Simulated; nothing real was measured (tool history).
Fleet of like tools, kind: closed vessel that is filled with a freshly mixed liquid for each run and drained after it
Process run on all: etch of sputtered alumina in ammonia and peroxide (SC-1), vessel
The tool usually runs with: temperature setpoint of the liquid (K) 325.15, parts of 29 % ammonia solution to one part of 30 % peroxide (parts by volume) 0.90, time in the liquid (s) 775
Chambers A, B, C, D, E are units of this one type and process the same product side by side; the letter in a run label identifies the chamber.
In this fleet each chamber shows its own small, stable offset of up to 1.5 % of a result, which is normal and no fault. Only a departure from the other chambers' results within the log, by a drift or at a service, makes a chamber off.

run,day,temperature setpoint of the liquid (K),parts of 29 % ammonia solution to one part of 30 % peroxide (parts by volume),time in the liquid (s),"read-back film thickness of the sputtered alumina reference wafer, read on the same gauge (nm)",thickness taken off the sputtered alumina on a monitor wafer (angstrom)
# day 0.008: chamber E: ammonia flow meter replaced
1D,0.417,325.15,0.90,775,110.01,321.11
# day 0.629: chamber A: new drum of ammonia solution connected
2E,0.662,325.15,0.90,775,110.04,322.98
3C,1.071,325.15,0.90,775,110.02,319.37
4B,1.508,325.15,0.90,775,110.03,320.03
5A,1.729,331.15,0.90,1180,109.98,686.00
6E,2.012,331.15,0.90,1180,110.01,686.81
7B,2.521,331.15,0.90,1180,109.99,682.10
# day 2.804: chamber C: ammonia flow meter replaced
8D,2.979,331.15,0.90,1180,109.99,689.78
9C,3.242,331.15,0.90,1180,110.01,668.78
10A,3.683,325.15,0.90,775,109.98,320.22
11A,4.096,325.15,0.90,775,110.02,318.19
12D,4.554,325.15,1.15,1055,109.99,449.88
13B,4.938,325.15,1.15,1055,109.98,440.15
14E,5.450,325.15,1.15,1055,109.98,441.09
15C,5.750,325.15,1.15,1055,110.01,448.67
16A,6.067,325.15,1.15,1055,110.00,441.28
17B,6.517,325.15,0.90,775,110.01,322.90
18D,6.862,316.65,0.90,1155,109.99,298.85
19C,7.129,316.65,0.90,1155,110.04,301.49
20E,7.400,316.65,0.90,1155,109.99,293.69
21E,7.662,316.65,0.90,1155,109.99,298.20
22A,8.092,316.65,0.90,1155,109.99,289.83
23D,8.425,325.15,0.90,775,110.00,321.26
24B,8.888,325.15,0.90,775,109.98,321.64
25C,9.379,325.15,0.90,775,109.99,323.74
26A,9.671,325.15,0.90,775,110.03,311.63
27B,10.029,325.15,0.90,775,109.99,319.07
28D,10.521,325.15,0.90,775,110.01,326.58
# day 10.688: chamber D: ammonia flow meter replaced
29E,10.925,325.15,0.90,775,110.00,327.80
30C,11.242,325.15,0.90,775,110.03,320.11
31D,11.604,325.15,0.90,775,110.00,324.98
32C,11.896,325.15,0.90,775,110.00,327.87
33A,12.400,325.15,0.90,775,110.00,304.33
34B,12.775,325.15,0.90,775,110.04,319.76
35E,13.096,325.15,0.90,775,109.99,329.84
36A,13.321,325.15,0.90,775,110.01,304.04
37C,13.554,325.15,0.90,775,109.98,322.85
38E,13.908,325.15,0.90,775,109.97,322.42

Is one chamber off against the others, does the gauge drift, or is nothing wrong? If a chamber is off, say which, and what the likeliest cause is.

One chamber, A, drifts off from the rest bit by bit.
Cause: liquid colder than its thermometer reads (K) = 1.08.

Here are 4 candidates for chamber A's next run, each the usual settings with a change, their results left as question marks. Which one brings its results back in line with what the others give on the usual settings?
In line here means within this much of the mean the other chambers give on the usual settings: thickness taken off the sputtered alumina on a monitor wafer (angstrom) 10.00
39A-1,14.279,325.15,0.90,690,,?
39A-2,14.279,325.15,0.90,820,,?
39A-3,14.279,325.15,0.90,730,,?
39A-4,14.279,326.15,0.90,820,,?

On the usual settings, the other chambers give on average: thickness taken off the sputtered alumina on a monitor wafer (angstrom) 323.09
run,thickness taken off the sputtered alumina on a monitor wafer (angstrom)
39A-1,272.62
39A-2,323.99
39A-3,288.43
39A-4,342.30
With 39A-2, the chamber falls back in line with the rest.

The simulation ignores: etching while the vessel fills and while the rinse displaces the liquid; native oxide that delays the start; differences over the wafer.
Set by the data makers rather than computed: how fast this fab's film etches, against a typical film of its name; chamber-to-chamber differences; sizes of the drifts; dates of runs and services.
